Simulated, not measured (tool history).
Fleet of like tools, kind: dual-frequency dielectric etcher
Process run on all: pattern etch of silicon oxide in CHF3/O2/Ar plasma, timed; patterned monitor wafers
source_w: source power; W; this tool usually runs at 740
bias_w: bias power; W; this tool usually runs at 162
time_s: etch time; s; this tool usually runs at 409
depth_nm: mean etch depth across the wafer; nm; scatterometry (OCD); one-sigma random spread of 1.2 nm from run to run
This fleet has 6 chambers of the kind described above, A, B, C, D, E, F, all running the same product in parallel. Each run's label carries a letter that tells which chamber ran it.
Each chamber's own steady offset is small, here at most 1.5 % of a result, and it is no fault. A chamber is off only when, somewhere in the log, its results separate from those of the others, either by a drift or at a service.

run	hour	source_w	bias_w	time_s	read-back reference wafer on the same gauge, depth_nm	depth_nm
1D	5.9	740	162	409	766.15	851.69
2B	12.8	740	162	409	766.19	844.60
3F	20.0	740	162	409	766.25	848.93
4E	24.3	740	162	409	766.38	846.01
5C	30.5	740	162	409	766.64	843.65
6A	38.2	740	162	450	766.88	945.78
7A	45.1	740	162	450	766.85	946.21
8D	51.0	740	162	450	766.98	935.31
9F	55.1	740	162	450	766.93	933.13
# hour 61.6: chamber B: wet clean of the chamber
10E	62.0	740	162	450	767.24	933.10
11C	70.3	740	162	450	767.30	927.97
12B	78.8	740	162	409	767.51	846.37
13B	82.9	740	162	409	767.46	844.71
# hour 88.2: chamber C: wet clean of the chamber
14A	89.5	740	162	409	767.60	860.32
15F	93.7	740	162	409	767.51	851.11
16E	101.4	740	162	409	767.83	848.07
17C	107.8	740	162	409	767.82	844.71
# hour 112.2: chamber B: source power generator calibrated
18D	113.8	740	180	409	768.39	882.60
19A	118.2	740	180	409	767.92	888.86
20B	122.7	740	180	409	768.46	873.72
21E	127.7	740	180	409	768.29	880.69
22C	135.3	740	180	409	768.46	871.53
23D	143.4	740	180	409	768.89	881.32
24F	151.8	740	162	409	768.80	851.91
# hour 155.0: chamber F: wet clean of the chamber
25B	156.3	740	162	409	768.87	846.95
26D	161.5	740	162	409	769.28	856.10
27C	169.8	740	162	409	769.25	843.62
28E	174.8	740	162	409	769.28	851.66
29F	182.7	740	144	409	769.30	819.42
30A	190.3	740	144	409	769.62	828.79
31D	196.5	740	144	409	769.66	821.37
32E	201.7	740	144	409	770.00	819.71
33C	208.9	740	144	409	770.23	813.93
34B	214.4	740	144	409	770.12	816.74
35A	219.2	740	162	409	770.28	861.17
36F	223.7	740	162	409	770.06	851.22
37F	230.0	740	132	409	770.05	797.27
38D	235.1	740	132	409	770.38	803.31

All chambers now run identical settings, listed one chamber a line with results as question marks. What results will each chamber show?
39A	241.3	740	162	409		?
39B	241.3	740	162	409		?
39C	241.3	740	162	409		?
39D	241.3	740	162	409		?
39E	241.3	740	162	409		?
39F	241.3	740	162	409		?

run	depth_nm
39A	860.33
39B	850.49
39C	843.99
39D	855.16
39E	851.67
39F	851.05
